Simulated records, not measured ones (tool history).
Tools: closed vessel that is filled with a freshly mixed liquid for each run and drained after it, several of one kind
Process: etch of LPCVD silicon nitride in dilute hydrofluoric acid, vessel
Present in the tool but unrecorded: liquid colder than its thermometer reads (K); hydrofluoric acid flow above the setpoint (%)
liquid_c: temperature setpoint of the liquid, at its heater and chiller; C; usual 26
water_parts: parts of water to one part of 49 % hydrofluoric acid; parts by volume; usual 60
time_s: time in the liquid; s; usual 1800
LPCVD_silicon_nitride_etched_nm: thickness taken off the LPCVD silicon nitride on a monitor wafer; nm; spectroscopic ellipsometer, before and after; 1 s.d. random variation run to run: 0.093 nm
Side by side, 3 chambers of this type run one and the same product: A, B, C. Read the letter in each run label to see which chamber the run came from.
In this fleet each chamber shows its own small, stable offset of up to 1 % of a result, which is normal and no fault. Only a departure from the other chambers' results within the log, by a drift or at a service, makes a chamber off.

run	hour	liquid_c	water_parts	time_s	hours since the thermometer was replaced	hours since the hydrofluoric acid flow meter was replaced	read-back film thickness of the LPCVD silicon nitride reference wafer, read on the same gauge (nm)	LPCVD_silicon_nitride_etched_nm
1A	5.0	26	60	1800	749.0	540.7	49.990	19.141
2C	14.9	26	60	1800	503.0	880.0	49.985	19.218
3B	20.4	26	60	1800	166.9	671.0	49.970	19.315
4C	27.0	26	60	1800	515.1	892.1	49.999	19.096
5B	32.0	26	60	1800	178.5	682.6	50.001	19.118
6A	38.9	26	60	1800	782.9	574.6	50.010	19.189
7C	48.8	26	60	1800	536.9	913.9	49.984	19.190
8B	57.9	26	60	1800	204.4	708.5	49.983	19.181
9A	68.6	26	60	1800	812.6	604.3	49.994	19.202
10A	75.3	26	60	1800	819.3	611.0	49.976	19.317
11B	86.7	26	60	1800	233.2	737.3	50.024	19.313
12C	95.7	26	60	1800	583.8	960.8	50.007	19.047
13B	106.4	26	60	1800	252.9	757.0	49.996	19.008
14A	116.4	26	60	1800	860.4	652.1	49.986	19.179
15C	121.5	26	60	1800	609.6	986.6	49.987	19.298
16B	132.1	26	60	1800	278.6	782.7	50.006	19.166
17C	139.3	26	60	1800	627.4	1004.4	50.004	18.984
18A	148.2	26	60	1800	892.2	683.9	50.013	19.174
19C	156.4	26	35	2825	644.5	1021.5	49.985	50.090
20B	164.9	26	35	2825	311.4	815.5	49.993	50.637
21A	171.5	26	35	2825	915.5	707.2	50.015	50.656
22B	177.0	26	60	1800	323.5	827.6	50.013	19.253
23A	185.5	26	60	1800	929.5	721.2	49.952	19.145
24C	196.2	26	60	1800	684.3	1061.3	50.001	18.942
25B	203.1	26	60	1800	349.6	853.7	49.992	19.169
26A	209.8	26	60	1800	953.8	745.5	49.989	19.142
27C	217.8	26	60	1800	705.9	1082.9	50.016	19.172
28C	228.3	26	60	1800	716.4	1093.4	50.015	18.954
29A	238.1	26	60	1800	982.1	773.8	50.011	19.333
30B	244.8	26	60	1800	391.3	895.4	49.999	19.174
31B	250.6	26	60	1800	397.1	901.2	50.004	19.349
32A	259.7	26	60	1800	1003.7	795.4	49.966	19.331
33C	267.3	30	60	1800	755.4	1132.4	49.964	24.824
34A	277.4	30	60	1800	1021.4	813.1	50.025	24.935
# hour 279.3: chamber A: thermometer replaced
35B	288.0	30	60	1800	434.5	938.6	49.975	24.730
36C	295.6	26	60	1800	783.7	1160.7	50.010	19.016
37A	301.3	26	60	2295	22.0	837.0	49.987	24.584
38B	306.3	26	60	2295	452.8	956.9	50.000	24.369
39C	313.1	26	60	2295	801.2	1178.2	50.013	24.342
40A	323.1	26	60	1285	43.8	858.8	49.986	13.732

All 3 chambers run these settings next. Forecast each chamber's results:
41A	331.3	26	60	1800				?
41B	331.3	26	60	1800				?
41C	331.3	26	60	1800				?

run	LPCVD_silicon_nitride_etched_nm
41A	19.227
41B	19.099
41C	19.151
